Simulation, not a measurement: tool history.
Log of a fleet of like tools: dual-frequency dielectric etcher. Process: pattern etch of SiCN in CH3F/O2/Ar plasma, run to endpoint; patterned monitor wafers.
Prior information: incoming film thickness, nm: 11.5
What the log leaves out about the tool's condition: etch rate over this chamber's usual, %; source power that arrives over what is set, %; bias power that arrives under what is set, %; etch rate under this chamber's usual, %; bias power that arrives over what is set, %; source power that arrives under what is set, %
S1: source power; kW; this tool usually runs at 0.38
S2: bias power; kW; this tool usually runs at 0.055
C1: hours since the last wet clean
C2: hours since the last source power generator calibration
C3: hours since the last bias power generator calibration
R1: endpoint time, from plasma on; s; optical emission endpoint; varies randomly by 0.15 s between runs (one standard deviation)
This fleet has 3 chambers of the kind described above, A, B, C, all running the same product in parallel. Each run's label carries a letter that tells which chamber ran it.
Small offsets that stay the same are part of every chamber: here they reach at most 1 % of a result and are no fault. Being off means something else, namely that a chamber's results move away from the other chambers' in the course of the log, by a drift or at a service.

run	hour	S1	S2	C1	C2	C3	R1
1B	9.8	0.38	0.055	139.1	263.5	1851.6	34.287
2A	24.2	0.38	0.055	248.5	3289.2	1524.2	34.391
3C	36.4	0.38	0.055	447.1	2715.5	4041.8	34.173
4A	49.2	0.38	0.055	273.5	3314.2	1549.2	34.622
5C	63.5	0.38	0.055	474.2	2742.6	4068.9	33.984
6B	76.7	0.3	0.055	206	330.4	1918.5	37.642
7C	86.5	0.3	0.055	497.2	2765.6	4091.9	37.538
8B	101.2	0.3	0.055	230.5	354.9	1943	38.002
9A	109.1	0.38	0.055	333.4	3374.1	1609.1	34.537
# hour 123.6: chamber C: wet clean of the chamber
10A	124.1	0.42	0.055	348.4	3389.1	1624.1	33.219
11B	137	0.42	0.055	266.3	390.7	1978.8	33.576
12C	145	0.42	0.055	21.4	2824.1	4150.4	33.03
# hour 147.3: chamber C: bias power generator calibrated
13C	159.3	0.47	0.06	35.7	2838.4	12	30.78
14A	169.9	0.47	0.06	394.2	3434.9	1669.9	31.066
15B	180.7	0.47	0.06	310	434.4	2022.5	31.356
16C	193.1	0.38	0.055	69.5	2872.2	45.8	34.326
17B	205.9	0.38	0.055	335.2	459.6	2047.7	35.267
18A	216	0.38	0.055	440.3	3481	1716	34.693
19C	228	0.45	0.047	104.4	2907.1	80.7	33.766
20A	235.7	0.45	0.047	460	3500.7	1735.7	34.069
21B	247.8	0.45	0.047	377.1	501.5	2089.6	35.165
# hour 257.6: chamber A: wet clean of the chamber
22A	259.8	0.38	0.055	2.2	3524.8	1759.8	34.434
23C	272.4	0.38	0.055	148.8	2951.5	125.1	34.227
24B	284.6	0.38	0.055	413.9	538.3	2126.4	35.597
25B	291.9	0.38	0.055	421.2	545.6	2133.7	35.966
26C	307.4	0.38	0.055	183.8	2986.5	160.1	34.169

Is one chamber off against the others, does the gauge drift, or is nothing wrong? If a chamber is off, say which, and what the likeliest cause is.

It is chamber B that slowly wanders off from its peers.
What lies behind it: etch rate under this chamber's usual, % = 5.07.

Chamber B could run next with any of the 4 candidate recipes listed below; each alters the usual settings, and their results appear as question marks. Which one brings its results back in line with what the other chambers deliver on the usual settings?
Allowed miss from the other chambers' usual-settings mean, per result, to count as in line: R1 0.54 s
27B-1	318.8	0.48	0.055				?
27B-2	318.8	0.38	0.047				?
27B-3	318.8	0.38	0.063				?
27B-4	318.8	0.3	0.055				?

Mean of the other chambers on the usual settings: R1 34.454 s
run	R1
27B-1	32.95
27B-2	38.023
27B-3	34.441
27B-4	39.558
It is 27B-3 that realigns the chamber with its peers.
